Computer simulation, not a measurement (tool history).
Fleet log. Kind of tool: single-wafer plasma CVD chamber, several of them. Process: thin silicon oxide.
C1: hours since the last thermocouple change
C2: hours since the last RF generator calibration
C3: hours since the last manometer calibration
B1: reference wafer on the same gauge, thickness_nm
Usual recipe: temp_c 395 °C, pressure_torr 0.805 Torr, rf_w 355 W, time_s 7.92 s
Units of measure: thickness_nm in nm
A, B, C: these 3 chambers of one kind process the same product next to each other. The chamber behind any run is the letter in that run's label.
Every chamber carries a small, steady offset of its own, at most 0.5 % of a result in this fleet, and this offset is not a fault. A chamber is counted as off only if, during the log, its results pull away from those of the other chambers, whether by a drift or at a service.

{"run": "1B", "day": 0.225, "temp_c": 395, "pressure_torr": 0.805, "rf_w": 355, "time_s": 7.92, "C1": 1422.7, "C2": 129.0, "C3": 1918.5, "B1": 17.506, "thickness_nm": 15.715}
{"run": "2A", "day": 0.538, "temp_c": 395, "pressure_torr": 0.805, "rf_w": 355, "time_s": 7.92, "C1": 2133.1, "C2": 243.7, "C3": 1474.3, "B1": 17.504, "thickness_nm": 15.765}
{"run": "3C", "day": 0.967, "temp_c": 395, "pressure_torr": 0.805, "rf_w": 355, "time_s": 7.92, "C1": 336.8, "C2": 771.6, "C3": 738.8, "B1": 17.517, "thickness_nm": 15.746}
{"run": "4B", "day": 1.229, "temp_c": 395, "pressure_torr": 0.805, "rf_w": 355, "time_s": 7.92, "C1": 1446.8, "C2": 153.1, "C3": 1942.6, "B1": 17.523, "thickness_nm": 15.69}
{"run": "5A", "day": 1.458, "temp_c": 395, "pressure_torr": 0.805, "rf_w": 355, "time_s": 7.92, "C1": 2155.2, "C2": 265.8, "C3": 1496.4, "B1": 17.523, "thickness_nm": 15.739}
{"run": "6C", "day": 1.717, "temp_c": 395, "pressure_torr": 0.805, "rf_w": 355, "time_s": 7.92, "C1": 354.8, "C2": 789.6, "C3": 756.8, "B1": 17.527, "thickness_nm": 15.758}
{"run": "7B", "day": 2.021, "temp_c": 395, "pressure_torr": 0.805, "rf_w": 355, "time_s": 7.92, "C1": 1465.8, "C2": 172.1, "C3": 1961.6, "B1": 17.54, "thickness_nm": 15.717}
{"run": "8A", "day": 2.388, "temp_c": 387, "pressure_torr": 0.805, "rf_w": 355, "time_s": 7.92, "C1": 2177.5, "C2": 288.1, "C3": 1518.7, "B1": 17.538, "thickness_nm": 15.842}
{"run": "9C", "day": 2.671, "temp_c": 387, "pressure_torr": 0.805, "rf_w": 355, "time_s": 7.92, "C1": 377.7, "C2": 812.5, "C3": 779.7, "B1": 17.548, "thickness_nm": 15.867}
{"run": "10C", "day": 3.004, "temp_c": 387, "pressure_torr": 0.805, "rf_w": 355, "time_s": 7.92, "C1": 385.7, "C2": 820.5, "C3": 787.7, "B1": 17.556, "thickness_nm": 15.822}
{"run": "11B", "day": 3.254, "temp_c": 395, "pressure_torr": 0.805, "rf_w": 355, "time_s": 7.92, "C1": 1495.4, "C2": 201.7, "C3": 1991.2, "B1": 17.559, "thickness_nm": 15.693}
{"run": "12A", "day": 3.517, "temp_c": 395, "pressure_torr": 0.648, "rf_w": 310, "time_s": 7.92, "C1": 2204.6, "C2": 315.2, "C3": 1545.8, "B1": 17.557, "thickness_nm": 11.972}
{"run": "13B", "day": 3.788, "temp_c": 395, "pressure_torr": 0.648, "rf_w": 310, "time_s": 7.92, "C1": 1508.2, "C2": 214.5, "C3": 2004.0, "B1": 17.563, "thickness_nm": 11.95}
{"run": "14A", "day": 4.175, "temp_c": 395, "pressure_torr": 0.648, "rf_w": 310, "time_s": 7.92, "C1": 2220.4, "C2": 331.0, "C3": 1561.6, "B1": 17.567, "thickness_nm": 11.93}
{"run": "15C", "day": 4.604, "temp_c": 395, "pressure_torr": 0.805, "rf_w": 355, "time_s": 7.92, "C1": 424.1, "C2": 858.9, "C3": 826.1, "B1": 17.584, "thickness_nm": 15.803}
{"day": 4.812, "done": "chamber B: thermocouple changed; heater temperature recalibrated"}
{"run": "16A", "day": 4.867, "temp_c": 386, "pressure_torr": 0.946, "rf_w": 355, "time_s": 7.92, "C1": 2237.0, "C2": 347.6, "C3": 1578.2, "B1": 17.586, "thickness_nm": 18.325}
{"run": "17C", "day": 5.171, "temp_c": 386, "pressure_torr": 0.946, "rf_w": 355, "time_s": 7.92, "C1": 437.7, "C2": 872.5, "C3": 839.7, "B1": 17.592, "thickness_nm": 18.294}
{"run": "18B", "day": 5.379, "temp_c": 386, "pressure_torr": 0.946, "rf_w": 355, "time_s": 7.92, "C1": 13.7, "C2": 252.7, "C3": 2042.2, "B1": 17.595, "thickness_nm": 18.245}
{"run": "19A", "day": 5.675, "temp_c": 395, "pressure_torr": 0.805, "rf_w": 355, "time_s": 7.92, "C1": 2256.4, "C2": 367.0, "C3": 1597.6, "B1": 17.597, "thickness_nm": 15.853}
{"run": "20B", "day": 5.942, "temp_c": 395, "pressure_torr": 0.805, "rf_w": 355, "time_s": 7.92, "C1": 27.2, "C2": 266.2, "C3": 2055.7, "B1": 17.6, "thickness_nm": 15.758}
{"run": "21C", "day": 6.238, "temp_c": 395, "pressure_torr": 0.805, "rf_w": 355, "time_s": 7.92, "C1": 463.3, "C2": 898.1, "C3": 865.3, "B1": 17.608, "thickness_nm": 15.816}
{"run": "22B", "day": 6.65, "temp_c": 395, "pressure_torr": 0.805, "rf_w": 355, "time_s": 7.92, "C1": 44.2, "C2": 283.2, "C3": 2072.7, "B1": 17.613, "thickness_nm": 15.777}

Is one chamber out of step, is the gauge drifting, or do the chambers differ by no more than their own small offsets? For an off chamber, give its letter and the likeliest cause.

The shared gauge is drifting. All chambers look as if they move in step, but none is off.
Likeliest cause: gauge reads high (%) = 0.692.
